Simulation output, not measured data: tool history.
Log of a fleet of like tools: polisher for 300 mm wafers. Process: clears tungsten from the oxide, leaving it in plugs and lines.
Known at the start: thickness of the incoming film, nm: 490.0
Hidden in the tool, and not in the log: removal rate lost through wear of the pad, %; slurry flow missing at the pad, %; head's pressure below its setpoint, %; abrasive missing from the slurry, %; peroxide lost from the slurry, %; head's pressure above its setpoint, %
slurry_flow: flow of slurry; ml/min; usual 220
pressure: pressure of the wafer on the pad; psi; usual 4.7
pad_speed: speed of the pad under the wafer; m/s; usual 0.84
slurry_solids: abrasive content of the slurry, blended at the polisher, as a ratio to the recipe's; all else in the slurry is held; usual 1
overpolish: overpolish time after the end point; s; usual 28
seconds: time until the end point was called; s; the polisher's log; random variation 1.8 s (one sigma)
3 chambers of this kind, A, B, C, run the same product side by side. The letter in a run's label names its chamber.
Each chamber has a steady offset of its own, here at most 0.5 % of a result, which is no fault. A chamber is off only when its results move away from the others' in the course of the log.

run,hour,slurry_flow,pressure,pad_speed,slurry_solids,overpolish,wafers polished on this pad,hours since the slurry nozzle was cleaned,hours since the head pressure was calibrated,hours since the slurry blender was calibrated,hours since the slurry got fresh peroxide,seconds
# hour 9.9: chamber C: worn pad replaced by a new one
1A,11,220,4.7,0.84,1,28,392,190,262.7,120.5,43.3,95.136
2B,21.5,220,4.7,0.84,1,28,544,111.2,212.3,118.2,30.8,95.088
# hour 28.4: chamber B: worn pad replaced by a new one
3C,29.6,220,4.7,0.84,1,28,170,200.2,595.6,529.9,58.7,95.533
4A,35.8,220,4.7,0.84,1,28,605,214.8,287.5,145.3,68.1,95.087
# hour 42.3: chamber C: slurry blender recalibrated
# hour 42.8: chamber B: slurry tank refilled with fresh slurry and peroxide
5B,48.4,220,4.7,0.84,1,28,172,138.1,239.2,145.1,5.6,97.569
6C,57.5,220,4.7,0.84,1,28,410,228.1,623.5,15.3,86.6,94.875
# hour 64.4: chamber C: slurry tank refilled with fresh slurry and peroxide
7B,70.1,220,4.7,0.84,1,28,359,159.8,260.9,166.8,27.3,98.151
8A,80.4,220,5.8,1,1,28,989,259.4,332.1,189.9,112.7,65.102
# hour 86.5: chamber B: slurry tank refilled with fresh slurry and peroxide
9C,86.5,220,5.8,1,1,28,659,257.1,652.5,44.3,22.2,65.185
# hour 93.5: chamber B: worn pad replaced by a new one
# hour 95.5: chamber A: slurry blender recalibrated
10C,99.6,220,5.8,1,1,28,772,270.2,665.6,57.4,35.3,63.26
# hour 102.5: chamber A: worn pad replaced by a new one
11A,107,220,4.7,0.84,1,28,39,286,358.7,11.5,139.3,97.155
12B,120.2,155,4.7,0.84,1.3,28,229,209.9,311,216.9,33.8,92.182
13A,133.6,155,4.7,0.84,1.3,28,268,312.6,385.3,38.1,165.9,96.86
# hour 134.8: chamber B: slurry tank refilled with fresh slurry and peroxide
# hour 141.5: chamber C: worn pad replaced by a new one
14C,142.1,155,4.7,0.84,1.3,28,5,312.7,708.1,99.9,77.8,97.625
15B,148.3,220,4.7,0.84,1,28,471,238,339.1,245,13.6,96.554
# hour 149.2: chamber B: worn pad replaced by a new one
16C,158.7,220,4.7,0.84,1,28,148,329.3,724.7,116.5,94.4,92.73
17B,166,220,4.7,0.84,1,28,145,255.7,356.8,262.7,31.3,95.893
# hour 175: chamber B: slurry tank refilled with fresh slurry and peroxide
# hour 175.7: chamber C: slurry tank refilled with fresh slurry and peroxide
18A,176.9,220,4.7,0.84,1,28,640,355.9,428.6,81.4,209.2,107.81
19A,189.5,220,4.7,0.84,1,28,749,368.5,441.2,94,221.8,108.72
# hour 195.4: chamber A: head pressure recalibrated
20C,199.3,220,4.7,0.84,1,28,497,369.9,765.3,157.1,23.7,93.618
21B,205.6,220,4.7,0.84,1,28,485,295.3,396.4,302.3,30.7,93.612
# hour 213.5: chamber B: worn pad replaced by a new one
22B,215.2,285,4.7,1,1,28,14,304.9,406,311.9,40.3,78.541
23A,228.6,285,4.7,1,1,28,1085,407.6,33.3,133.1,260.9,92.01

All 3 chambers run these settings next. Forecast each chamber's results:
24A,238.3,220,4.7,0.84,1,34,,,,,,?
24B,238.3,220,4.7,0.84,1,34,,,,,,?
24C,238.3,220,4.7,0.84,1,34,,,,,,?

run,seconds
24A,114.08
24B,95.359
24C,94.511
